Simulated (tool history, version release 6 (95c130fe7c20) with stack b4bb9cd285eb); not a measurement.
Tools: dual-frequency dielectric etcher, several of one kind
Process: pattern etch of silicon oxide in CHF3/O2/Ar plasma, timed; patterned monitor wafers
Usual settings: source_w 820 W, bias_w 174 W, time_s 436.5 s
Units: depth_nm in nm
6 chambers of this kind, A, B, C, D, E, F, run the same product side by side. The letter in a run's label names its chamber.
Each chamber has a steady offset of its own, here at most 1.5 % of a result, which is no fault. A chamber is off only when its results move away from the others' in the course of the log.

run   hour  source_w  bias_w  time_s  hours since the last wet clean  hours since the last source power generator calibration  hours since the last bias power generator calibration  read-back reference wafer on the same gauge, depth_nm  depth_nm
 1F   11.3       820     174   436.5                           187.1                                                   3226.1                                                 2211.9                                                 995.51    962.74
 2C   23.2       820     174   436.5                           153.3                                                   1333.3                                                  410.7                                                 996.32    970.73
 3A   39.1       820     174   436.5                           175.3                                                    717.6                                                  399.5                                                 995.75    961.50
 4E   54.6       820     174   436.5                           297.7                                                   2413.7                                                 2391.0                                                 996.17    952.27
 5B   69.9       820     214   511.0                           110.1                                                   3165.5                                                 1590.5                                                 995.92   1200.60
 6D   78.9       820     214   511.0                           357.5                                                   3081.1                                                 2252.2                                                 995.72   1203.10
 7B   86.7       820     214   511.0                           126.9                                                   3182.3                                                 1607.3                                                 996.12   1199.00
 8F  102.8       820     214   511.0                           278.6                                                   3317.6                                                 2303.4                                                 995.58   1210.40
     118.4  -- chamber D: wet clean of the chamber
 9E  118.4       820     214   511.0                           361.5                                                   2477.5                                                 2454.8                                                 995.65   1193.90
10A  129.9       820     214   511.0                           266.1                                                    808.4                                                  490.3                                                 995.57   1217.10
11C  140.5       820     174   436.5                           270.6                                                   1450.6                                                  528.0                                                 996.35    968.86
12D  156.1       820     174   436.5                            37.8                                                   3158.3                                                 2329.4                                                 996.71    952.77
13D  168.5       820     174   436.5                            50.2                                                   3170.7                                                 2341.8                                                 996.02    952.55
14F  177.8       820     174   436.5                           353.6                                                   3392.6                                                 2378.4                                                 996.84    961.61
15C  191.0       820     174   436.5                           321.1                                                   1501.1                                                  578.5                                                 996.69    967.19
16E  198.2       820     174   436.5                           441.3                                                   2557.3                                                 2534.6                                                 996.44    952.00
17A  207.0       820     174   436.5                           343.2                                                    885.5                                                  567.4                                                 995.51    964.96
18B  214.1       820     174   436.5                           254.3                                                   3309.7                                                 1734.7                                                 995.73    948.70
19C  226.1       900     174   489.5                           356.2                                                   1536.2                                                  613.6                                                 995.04   1119.90
     229.1  -- chamber B: source power generator calibrated
     234.2  -- chamber A: wet clean of the chamber
20B  237.6       900     174   489.5                           277.8                                                      8.6                                                 1758.2                                                 995.94   1108.40
     241.2  -- chamber E: wet clean of the chamber
21A  251.7       900     174   489.5                            17.6                                                    930.2                                                  612.1                                                 995.68   1129.10
     260.9  -- chamber C: wet clean of the chamber
22E  266.9       900     174   489.5                            25.7                                                   2626.0                                                 2603.3                                                 996.73   1103.50
23F  280.1       900     174   489.5                           455.9                                                   3494.9                                                 2480.7                                                 995.69   1121.80
24D  287.2       900     174   489.5                           168.9                                                   3289.4                                                 2460.5                                                 995.77   1113.40
25E  295.1       690     174   436.5                            53.9                                                   2654.2                                                 2631.5                                                 995.46    892.28
     308.9  -- chamber F: wet clean of the chamber
26F  309.8       690     174   436.5                             0.9                                                   3524.6                                                 2510.4                                                 995.79    936.29
27C  323.5       690     174   436.5                            62.7                                                   1633.6                                                  711.0                                                 996.56    909.73
28B  333.7       690     174   436.5                           373.9                                                    104.7                                                 1854.3                                                 994.97    889.33
29A  349.6       690     174   436.5                           115.5                                                   1028.1                                                  710.0                                                 996.06    903.19
30D  361.0       690     174   436.5                           242.7                                                   3363.2                                                 2534.3                                                 996.03    892.15
     375.7  -- chamber E: bias power generator calibrated
31A  376.0       820     174   436.5                           141.9                                                   1054.5                                                  736.4                                                 996.45    965.02
32E  385.3       820     174   436.5                           144.1                                                   2744.4                                                    9.7                                                 995.97    948.11
33D  399.6       820     174   436.5                           281.3                                                   3401.8                                                 2572.9                                                 996.63    955.02
34C  414.5       820     174   436.5                           153.7                                                   1724.6                                                  802.0                                                 996.54    965.69
35F  426.7       820     174   436.5                           117.8                                                   3641.5                                                 2627.3                                                 995.91    997.85
36B  435.9       820     174   436.5                           476.1                                                    206.9                                                 1956.5                                                 995.55    958.46
37C  449.5       820     174   436.5                           188.7                                                   1759.6                                                  837.0                                                 995.99    970.31
38A  461.3       820     174   436.5                           227.2                                                   1139.8                                                  821.7                                                 996.27    967.97
39D  468.3       820     174   436.5                           350.0                                                   3470.5                                                 2641.6                                                 996.17    950.94
40E  481.3       820     174   436.5                           240.1                                                   2840.4                                                  105.7                                                 996.13    946.93
41B  492.2       820     174   436.5                           532.4                                                    263.2                                                 2012.8                                                 996.37    949.09
42F  507.8       820     174   436.5                           198.9                                                   3722.6                                                 2708.4                                                 995.63    995.81

All 6 chambers run these settings next. Forecast each chamber's results:
43A  519.3       820     174   436.5                                                                                                                                                                                                                ?
43B  519.3       820     174   436.5                                                                                                                                                                                                                ?
43C  519.3       820     174   436.5                                                                                                                                                                                                                ?
43D  519.3       820     174   436.5                                                                                                                                                                                                                ?
43E  519.3       820     174   436.5                                                                                                                                                                                                                ?
43F  519.3       820     174   436.5                                                                                                                                                                                                                ?

run  depth_nm
43A    968.01
43B    950.62
43C    967.90
43D    952.93
43E    950.64
43F   1002.30
